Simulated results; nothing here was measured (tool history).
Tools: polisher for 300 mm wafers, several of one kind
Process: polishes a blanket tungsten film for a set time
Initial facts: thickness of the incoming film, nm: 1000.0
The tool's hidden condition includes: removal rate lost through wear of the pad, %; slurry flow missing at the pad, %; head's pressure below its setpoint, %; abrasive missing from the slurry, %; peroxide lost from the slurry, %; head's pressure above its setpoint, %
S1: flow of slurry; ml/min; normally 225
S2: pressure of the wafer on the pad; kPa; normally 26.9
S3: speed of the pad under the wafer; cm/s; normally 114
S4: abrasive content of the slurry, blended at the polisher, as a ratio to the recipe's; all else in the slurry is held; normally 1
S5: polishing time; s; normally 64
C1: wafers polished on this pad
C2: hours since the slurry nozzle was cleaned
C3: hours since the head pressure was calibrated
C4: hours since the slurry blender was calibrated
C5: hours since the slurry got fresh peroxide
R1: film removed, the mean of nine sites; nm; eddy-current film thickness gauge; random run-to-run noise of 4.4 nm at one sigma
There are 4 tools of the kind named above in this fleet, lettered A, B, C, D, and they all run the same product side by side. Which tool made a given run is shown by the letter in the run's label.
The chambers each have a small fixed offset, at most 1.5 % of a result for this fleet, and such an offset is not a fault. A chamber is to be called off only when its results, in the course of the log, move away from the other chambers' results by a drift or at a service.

run,day,S1,S2,S3,S4,S5,C1,C2,C3,C4,C5,R1
1C,0.188,225,26.9,114,1,64,592,374.3,420.7,88.4,87.1,397.52
2B,0.354,225,26.9,114,1,64,816,377.5,459.8,84.7,153.6,390.16
# day 0.479: chamber A: worn pad replaced by a new one
3A,0.617,225,26.9,114,1,64,38,382.9,302.6,225.7,44.6,396.52
# day 0.662: chamber C: worn pad replaced by a new one
4D,0.746,225,26.9,114,1,64,352,525.2,260.6,153.8,49.1,386.1
# day 0.758: chamber B: slurry tank refilled with fresh slurry and peroxide
# day 0.821: chamber D: slurry tank refilled with fresh slurry and peroxide
5A,0.95,225,26.9,114,1,64,132,390.9,310.6,233.7,52.6,400.59
6D,1.204,225,26.9,114,1,64,480,536.2,271.6,164.8,9.2,388.98
7B,1.429,225,26.9,114,1,64,1117,403.3,485.6,110.5,16.1,389.58
# day 1.579: chamber D: slurry blender recalibrated
8C,1.583,225,26.9,80,1,64,259,407.8,454.2,121.9,120.6,274.29
9B,1.854,225,26.9,80,1,64,1237,413.5,495.8,120.7,26.3,273.33
# day 1.954: chamber C: head pressure recalibrated
10C,1.983,225,26.9,80,1,64,371,417.4,0.7,131.5,130.2,299.37
# day 2.092: chamber D: worn pad replaced by a new one
# day 2.112: chamber B: worn pad replaced by a new one
11D,2.262,225,26.9,80,1,64,48,561.6,297,16.4,34.6,272.62
# day 2.346: chamber C: slurry nozzle cleaned
12A,2.471,225,26.9,114,1,64,558,427.4,347.1,270.2,89.1,391.63
# day 2.496: chamber C: slurry tank refilled with fresh slurry and peroxide
13A,2.642,225,26.9,114,1,64,606,431.5,351.2,274.3,93.2,392.66
# day 2.667: chamber C: worn pad replaced by a new one
14D,2.904,225,26.9,114,1,64,228,577,312.4,31.8,50,385.22
# day 2.946: chamber D: slurry tank refilled with fresh slurry and peroxide
15C,3.146,225,26.9,114,1,64,134,19.3,28.6,159.4,15.7,421.4
# day 3.183: chamber C: slurry blender recalibrated
16B,3.4,225,26.9,114,1,64,361,450.6,532.9,157.8,63.4,392.99
# day 3.638: chamber A: slurry tank refilled with fresh slurry and peroxide
17D,3.683,225,26.9,114,1,64,446,595.7,331.1,50.5,17.8,392.62
18A,3.954,225,26.9,114,1,64,974,463,382.7,305.8,7.7,395.49
19C,4.138,225,26.9,114,1,64,412,43.1,52.4,22.9,39.5,418.6
# day 4.238: chamber D: worn pad replaced by a new one
20B,4.379,225,26.9,114,1,64,636,474.1,556.4,181.3,86.9,384.66
21D,4.612,225,26.9,114,1,64,105,618,353.4,72.8,40.1,386.82
22C,4.738,225,26.9,114,1,64,580,57.5,66.8,37.3,53.9,432.93
23A,4.954,225,33.1,114,1,57,1254,487,406.7,329.8,31.7,434.55
24B,5.208,225,33.1,114,1,57,868,494,576.3,201.2,106.8,422.34

All 4 chambers run these settings next. Forecast each chamber's results:
25A,5.408,225,26.9,114,1,64,,,,,,?
25B,5.408,225,26.9,114,1,64,,,,,,?
25C,5.408,225,26.9,114,1,64,,,,,,?
25D,5.408,225,26.9,114,1,64,,,,,,?

run,R1
25A,397.49
25B,388.83
25C,426.43
25D,384.23
